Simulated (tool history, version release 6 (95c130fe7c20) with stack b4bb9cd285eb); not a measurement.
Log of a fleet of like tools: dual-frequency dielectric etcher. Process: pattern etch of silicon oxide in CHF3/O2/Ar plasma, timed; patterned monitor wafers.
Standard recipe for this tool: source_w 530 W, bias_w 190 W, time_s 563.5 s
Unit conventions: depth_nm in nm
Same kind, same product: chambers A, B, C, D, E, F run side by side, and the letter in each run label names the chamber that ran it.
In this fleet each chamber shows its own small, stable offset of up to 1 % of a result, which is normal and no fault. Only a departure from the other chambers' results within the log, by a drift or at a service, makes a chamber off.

| run | hour | source_w | bias_w | time_s | hours since the last wet clean | hours since the last source power generator calibration | hours since the last bias power generator calibration | read-back reference wafer on the same gauge, depth_nm | depth_nm |
|---|---|---|---|---|---|---|---|---|---|
| 1A | 8.8 | 530 | 190 | 563.5 | 216.7 | 1719.9 | 366.2 | 950.17 | 1053.90 |
| 2E | 16.1 | 530 | 190 | 563.5 | 274.7 | 2342.0 | 2276.9 | 948.01 | 1074.50 |
| 3D | 25.4 | 530 | 190 | 563.5 | 119.3 | 357.4 | 380.3 | 950.46 | 1080.60 |
| 4C | 30.6 | 530 | 190 | 563.5 | 334.5 | 2551.3 | 2376.2 | 949.41 | 1075.90 |
|  | 31.2 | chamber F: bias power generator calibrated |
| 5F | 39.3 | 530 | 190 | 563.5 | 94.6 | 2218.1 | 8.1 | 950.44 | 1084.20 |
|  | 43.0 | chamber B: bias power generator calibrated |
| 6B | 44.8 | 530 | 190 | 563.5 | 169.9 | 3435.0 | 1.8 | 949.57 | 1081.10 |
| 7F | 52.3 | 530 | 190 | 563.5 | 107.6 | 2231.1 | 21.1 | 951.47 | 1086.90 |
| 8E | 61.1 | 470 | 190 | 639.5 | 319.7 | 2387.0 | 2321.9 | 949.70 | 1175.90 |
| 9A | 68.1 | 470 | 190 | 639.5 | 276.0 | 1779.2 | 425.5 | 949.58 | 1167.40 |
| 10D | 75.8 | 470 | 190 | 639.5 | 169.7 | 407.8 | 430.7 | 949.83 | 1159.70 |
| 11C | 84.9 | 470 | 190 | 639.5 | 388.8 | 2605.6 | 2430.5 | 948.97 | 1175.10 |
| 12B | 92.8 | 470 | 190 | 639.5 | 217.9 | 3483.0 | 49.8 | 949.12 | 1175.00 |
| 13B | 99.4 | 470 | 190 | 639.5 | 224.5 | 3489.6 | 56.4 | 947.86 | 1175.50 |
| 14D | 104.0 | 530 | 190 | 563.5 | 197.9 | 436.0 | 458.9 | 950.17 | 1086.50 |
| 15C | 112.0 | 530 | 190 | 563.5 | 415.9 | 2632.7 | 2457.6 | 950.28 | 1079.50 |
| 16A | 120.9 | 530 | 190 | 563.5 | 328.8 | 1832.0 | 478.3 | 950.85 | 1077.20 |
| 17E | 131.2 | 530 | 190 | 420.5 | 389.8 | 2457.1 | 2392.0 | 950.82 | 811.96 |
| 18F | 137.5 | 530 | 190 | 420.5 | 192.8 | 2316.3 | 106.3 | 950.99 | 811.94 |
| 19A | 143.0 | 530 | 190 | 420.5 | 350.9 | 1854.1 | 500.4 | 949.87 | 804.48 |
|  | 147.1 | chamber E: wet clean of the chamber |
| 20E | 150.0 | 530 | 190 | 420.5 | 2.9 | 2475.9 | 2410.8 | 949.76 | 837.65 |
| 21D | 158.7 | 530 | 190 | 420.5 | 252.6 | 490.7 | 513.6 | 947.73 | 795.98 |
| 22F | 163.5 | 530 | 190 | 420.5 | 218.8 | 2342.3 | 132.3 | 948.89 | 816.58 |
| 23B | 168.5 | 530 | 190 | 563.5 | 293.6 | 3558.7 | 125.5 | 949.83 | 1063.70 |
| 24C | 178.2 | 530 | 190 | 563.5 | 482.1 | 2698.9 | 2523.8 | 949.85 | 1067.40 |
| 25D | 188.5 | 530 | 190 | 563.5 | 282.4 | 520.5 | 543.4 | 950.84 | 1076.00 |
| 26B | 196.4 | 610 | 190 | 669.5 | 321.5 | 3586.6 | 153.4 | 948.85 | 1335.70 |
| 27F | 205.4 | 610 | 190 | 669.5 | 260.7 | 2384.2 | 174.2 | 949.08 | 1373.20 |
| 28C | 214.2 | 610 | 190 | 669.5 | 518.1 | 2734.9 | 2559.8 | 949.65 | 1340.70 |
| 29E | 219.3 | 610 | 190 | 669.5 | 72.2 | 2545.2 | 2480.1 | 948.93 | 1424.20 |
|  | 221.0 | chamber C: wet clean of the chamber |
| 30A | 225.1 | 610 | 190 | 669.5 | 433.0 | 1936.2 | 582.5 | 951.45 | 1350.30 |
| 31A | 230.6 | 610 | 190 | 669.5 | 438.5 | 1941.7 | 588.0 | 951.47 | 1341.20 |
| 32E | 237.4 | 530 | 190 | 563.5 | 90.3 | 2563.3 | 2498.2 | 948.87 | 1136.20 |
| 33B | 242.2 | 530 | 190 | 563.5 | 367.3 | 3632.4 | 199.2 | 949.23 | 1066.80 |
| 34C | 247.1 | 530 | 190 | 563.5 | 26.1 | 2767.8 | 2592.7 | 950.17 | 1073.00 |
| 35D | 254.2 | 650 | 190 | 563.5 | 348.1 | 586.2 | 609.1 | 949.40 | 1163.50 |
| 36F | 264.4 | 650 | 190 | 563.5 | 319.7 | 2443.2 | 233.2 | 949.15 | 1186.30 |
| 37B | 273.5 | 650 | 190 | 563.5 | 398.6 | 3663.7 | 230.5 | 949.37 | 1152.00 |
| 38A | 279.9 | 650 | 190 | 563.5 | 487.8 | 1991.0 | 637.3 | 950.38 | 1154.20 |
| 39D | 287.4 | 650 | 190 | 563.5 | 381.3 | 619.4 | 642.3 | 949.79 | 1179.00 |

Each of the 6 chambers runs these same settings next. Fill in every chamber's results:
| 40A | 295.0 | 530 | 190 | 694.5 |  |  |  |  | ? |
| 40B | 295.0 | 530 | 190 | 694.5 |  |  |  |  | ? |
| 40C | 295.0 | 530 | 190 | 694.5 |  |  |  |  | ? |
| 40D | 295.0 | 530 | 190 | 694.5 |  |  |  |  | ? |
| 40E | 295.0 | 530 | 190 | 694.5 |  |  |  |  | ? |
| 40F | 295.0 | 530 | 190 | 694.5 |  |  |  |  | ? |

| run | depth_nm |
|---|---|
| 40A | 1316.10 |
| 40B | 1335.20 |
| 40C | 1351.70 |
| 40D | 1320.30 |
| 40E | 1405.00 |
| 40F | 1336.50 |

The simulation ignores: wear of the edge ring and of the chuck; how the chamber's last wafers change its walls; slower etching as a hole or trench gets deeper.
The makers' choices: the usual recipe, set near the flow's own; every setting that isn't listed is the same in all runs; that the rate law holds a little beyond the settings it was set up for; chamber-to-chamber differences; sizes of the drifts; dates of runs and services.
